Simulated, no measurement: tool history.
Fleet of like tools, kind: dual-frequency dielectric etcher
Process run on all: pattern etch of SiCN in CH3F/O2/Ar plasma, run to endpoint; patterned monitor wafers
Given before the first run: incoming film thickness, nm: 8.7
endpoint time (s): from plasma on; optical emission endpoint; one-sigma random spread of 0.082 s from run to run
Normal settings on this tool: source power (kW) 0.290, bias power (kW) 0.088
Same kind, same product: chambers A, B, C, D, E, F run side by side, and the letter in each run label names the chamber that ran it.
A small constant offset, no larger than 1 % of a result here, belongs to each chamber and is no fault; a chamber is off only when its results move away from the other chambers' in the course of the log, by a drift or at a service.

Run 1A, hour 6.7: usual settings. Result: endpoint time (s) 24.041.
Run 2E, hour 12.4: usual settings. Result: endpoint time (s) 24.150.
Run 3F, hour 18.4: usual settings. Result: endpoint time (s) 24.339.
At hour 19.5: chamber A: wet clean of the chamber.
Run 4B, hour 24.8: usual settings. Result: endpoint time (s) 24.127.
Run 5D, hour 30.7: usual settings. Result: endpoint time (s) 24.177.
Run 6C, hour 38.5: usual settings. Result: endpoint time (s) 24.088.
Run 7F, hour 43.0: usual settings. Result: endpoint time (s) 24.251.
Run 8B, hour 47.4: usual settings. Result: endpoint time (s) 24.080.
Run 9D, hour 52.2: usual settings but source power (kW) 0.260, bias power (kW) 0.101. Result: endpoint time (s) 23.647.
At hour 53.4: chamber B: bias power generator calibrated.
Run 10E, hour 56.1: usual settings but source power (kW) 0.260, bias power (kW) 0.101. Result: endpoint time (s) 23.890.
Run 11C, hour 62.7: usual settings but source power (kW) 0.260, bias power (kW) 0.101. Result: endpoint time (s) 23.639.
Run 12A, hour 68.6: usual settings but source power (kW) 0.260, bias power (kW) 0.101. Result: endpoint time (s) 23.975.
Run 13B, hour 75.1: usual settings but source power (kW) 0.260, bias power (kW) 0.101. Result: endpoint time (s) 24.041.
At hour 78.9: chamber A: bias power generator calibrated.
Run 14F, hour 80.5: usual settings but source power (kW) 0.260, bias power (kW) 0.101. Result: endpoint time (s) 24.021.
At hour 82.5: chamber D: wet clean of the chamber.
Run 15C, hour 88.6: usual settings. Result: endpoint time (s) 23.989.
Run 16E, hour 97.0: usual settings but source power (kW) 0.350. Result: endpoint time (s) 22.549.
Run 17D, hour 105.5: usual settings but source power (kW) 0.350. Result: endpoint time (s) 22.507.
Run 18A, hour 109.6: usual settings but source power (kW) 0.350. Result: endpoint time (s) 22.471.
Run 19D, hour 114.4: usual settings but source power (kW) 0.350. Result: endpoint time (s) 22.507.
Run 20C, hour 122.8: usual settings but source power (kW) 0.350. Result: endpoint time (s) 22.423.
At hour 124.8: chamber E: wet clean of the chamber.
Run 21E, hour 126.7: usual settings but source power (kW) 0.350. Result: endpoint time (s) 22.383.
Run 22F, hour 131.4: usual settings. Result: endpoint time (s) 24.362.
Run 23A, hour 139.0: usual settings but bias power (kW) 0.074. Result: endpoint time (s) 25.784.
Run 24B, hour 145.6: usual settings but bias power (kW) 0.074. Result: endpoint time (s) 25.942.
Run 25A, hour 151.8: usual settings but bias power (kW) 0.074. Result: endpoint time (s) 25.757.
At hour 154.2: chamber B: wet clean of the chamber.
Run 26C, hour 156.8: usual settings but bias power (kW) 0.074. Result: endpoint time (s) 25.808.
Run 27D, hour 163.5: usual settings but bias power (kW) 0.074. Result: endpoint time (s) 25.672.
Run 28B, hour 170.8: usual settings but bias power (kW) 0.074. Result: endpoint time (s) 26.546.
Run 29F, hour 176.1: usual settings. Result: endpoint time (s) 24.133.
Run 30E, hour 182.9: usual settings. Result: endpoint time (s) 23.992.
Run 31E, hour 190.6: usual settings. Result: endpoint time (s) 24.352.
At hour 193.8: chamber F: wet clean of the chamber.
Run 32D, hour 197.3: usual settings. Result: endpoint time (s) 24.151.
Run 33F, hour 204.6: usual settings. Result: endpoint time (s) 24.334.
Run 34C, hour 211.0: usual settings. Result: endpoint time (s) 23.994.
Run 35B, hour 219.3: usual settings. Result: endpoint time (s) 24.760.
Run 36A, hour 226.8: usual settings. Result: endpoint time (s) 24.275.
Run 37A, hour 233.6: usual settings. Result: endpoint time (s) 24.333.
Run 38B, hour 238.2: usual settings. Result: endpoint time (s) 24.788.
Run 39C, hour 243.9: usual settings. Result: endpoint time (s) 24.080.
Run 40D, hour 248.5: usual settings but source power (kW) 0.360, bias power (kW) 0.104. Result: endpoint time (s) 20.934.
Run 41E, hour 253.7: usual settings but source power (kW) 0.360, bias power (kW) 0.104. Result: endpoint time (s) 20.955.
Run 42F, hour 262.0: usual settings but source power (kW) 0.360, bias power (kW) 0.104. Result: endpoint time (s) 21.210.
Run 43F, hour 269.8: usual settings but source power (kW) 0.360, bias power (kW) 0.104. Result: endpoint time (s) 21.004.
Run 44B, hour 275.1: usual settings but source power (kW) 0.360, bias power (kW) 0.104. Result: endpoint time (s) 21.671.

What goes on in this fleet: one chamber off, a drifting gauge, or nothing beyond the chambers' own small offsets? Name the chamber and the cause, if any.

A service left chamber B off against the others.
Most likely cause: etch rate under this chamber's usual, % = 2.48.

Here are 4 candidates for chamber B's next run, each the usual settings with a change, their results left as question marks. Which one brings its results back in line with what the others give on the usual settings?
Counts as in line when no further than this from what the other chambers average on the usual settings: endpoint time (s) 0.290
Run 45B-1, hour 281.4: usual settings but source power (kW) 0.300, bias power (kW) 0.091. Result: endpoint time (s) ?.
Run 45B-2, hour 281.4: usual settings but source power (kW) 0.310, bias power (kW) 0.095. Result: endpoint time (s) ?.
Run 45B-3, hour 281.4: usual settings but source power (kW) 0.270, bias power (kW) 0.081. Result: endpoint time (s) ?.
Run 45B-4, hour 281.4: usual settings but bias power (kW) 0.081. Result: endpoint time (s) ?.

Mean of the other chambers on the usual settings: endpoint time (s) 24.172
  run  endpoint time (s)
45B-1             24.218
45B-2             23.547
45B-3             26.286
45B-4             25.598
45B-1 is the one that brings the chamber's results back in line with the other chambers.

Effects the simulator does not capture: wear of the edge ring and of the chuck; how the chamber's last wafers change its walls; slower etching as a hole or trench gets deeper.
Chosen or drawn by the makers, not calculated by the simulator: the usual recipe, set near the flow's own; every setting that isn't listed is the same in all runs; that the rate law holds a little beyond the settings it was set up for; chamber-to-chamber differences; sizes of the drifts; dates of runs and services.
